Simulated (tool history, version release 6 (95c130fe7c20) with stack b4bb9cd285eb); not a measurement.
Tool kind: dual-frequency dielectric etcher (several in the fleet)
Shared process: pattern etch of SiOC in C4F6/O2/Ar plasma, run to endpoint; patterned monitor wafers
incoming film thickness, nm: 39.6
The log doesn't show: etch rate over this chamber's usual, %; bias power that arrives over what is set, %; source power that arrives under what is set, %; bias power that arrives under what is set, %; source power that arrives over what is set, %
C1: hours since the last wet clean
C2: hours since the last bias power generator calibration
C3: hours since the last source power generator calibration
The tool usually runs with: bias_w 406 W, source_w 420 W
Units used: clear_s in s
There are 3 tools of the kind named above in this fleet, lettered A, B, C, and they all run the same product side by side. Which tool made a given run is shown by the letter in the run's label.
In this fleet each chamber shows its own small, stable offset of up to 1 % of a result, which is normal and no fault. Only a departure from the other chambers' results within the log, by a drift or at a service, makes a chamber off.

Run 1B, hour 7.4: usual settings; C1 18.0; C2 1842.3; C3 2292.2. Result: clear_s 14.159 s.
Run 2C, hour 17.2: usual settings; C1 194.5; C2 557.2; C3 1462.8. Result: clear_s 13.992 s.
Run 3A, hour 27.2: usual settings; C1 447.2; C2 772.2; C3 1332.4. Result: clear_s 14.247 s.
Run 4B, hour 34.9: usual settings; C1 45.5; C2 1869.8; C3 2319.7. Result: clear_s 14.186 s.
Run 5C, hour 44.4: usual settings; C1 221.7; C2 584.4; C3 1490.0. Result: clear_s 14.060 s.
Run 6A, hour 54.3: usual settings; C1 474.3; C2 799.3; C3 1359.5. Result: clear_s 14.169 s.
Run 7C, hour 62.5: usual settings; C1 239.8; C2 602.5; C3 1508.1. Result: clear_s 14.071 s.
Run 8A, hour 71.6: usual settings but bias_w 310 W, source_w 470 W; C1 491.6; C2 816.6; C3 1376.8. Result: clear_s 15.030 s.
Run 9B, hour 81.5: usual settings but bias_w 310 W, source_w 470 W; C1 92.1; C2 1916.4; C3 2366.3. Result: clear_s 14.964 s.
Run 10B, hour 89.8: usual settings but bias_w 310 W, source_w 470 W; C1 100.4; C2 1924.7; C3 2374.6. Result: clear_s 15.023 s.
Run 11A, hour 97.5: usual settings but bias_w 473 W; C1 517.5; C2 842.5; C3 1402.7. Result: clear_s 13.520 s.
Run 12C, hour 106.4: usual settings but bias_w 473 W; C1 283.7; C2 646.4; C3 1552.0. Result: clear_s 13.258 s.
Run 13B, hour 112.4: usual settings but bias_w 473 W; C1 123.0; C2 1947.3; C3 2397.2. Result: clear_s 13.505 s.
Run 14C, hour 118.3: usual settings; C1 295.6; C2 658.3; C3 1563.9. Result: clear_s 14.123 s.
Run 15A, hour 126.4: usual settings; C1 546.4; C2 871.4; C3 1431.6. Result: clear_s 14.134 s.
Run 16C, hour 132.2: usual settings; C1 309.5; C2 672.2; C3 1577.8. Result: clear_s 13.994 s.
Run 17B, hour 142.2: usual settings; C1 152.8; C2 1977.1; C3 2427.0. Result: clear_s 14.220 s.
Run 18A, hour 152.1: usual settings; C1 572.1; C2 897.1; C3 1457.3. Result: clear_s 14.240 s.
Run 19B, hour 162.3: usual settings; C1 172.9; C2 1997.2; C3 2447.1. Result: clear_s 14.208 s.
Run 20C, hour 168.7: usual settings; C1 346.0; C2 708.7; C3 1614.3. Result: clear_s 14.110 s.
Run 21A, hour 175.8: usual settings; C1 595.8; C2 920.8; C3 1481.0. Result: clear_s 14.159 s.
Run 22A, hour 181.5: usual settings but source_w 340 W; C1 601.5; C2 926.5; C3 1486.7. Result: clear_s 15.490 s.
Run 23B, hour 190.4: usual settings but source_w 340 W; C1 201.0; C2 2025.3; C3 2475.2. Result: clear_s 15.422 s.

Next, all 3 chambers run the settings below, one line each with question marks for the results. What does each chamber give?
Run 24A, hour 198.3: usual settings. Result: clear_s ?.
Run 24B, hour 198.3: usual settings. Result: clear_s ?.
Run 24C, hour 198.3: usual settings. Result: clear_s ?.

run  clear_s
24A   14.226
24B   14.129
24C   14.044
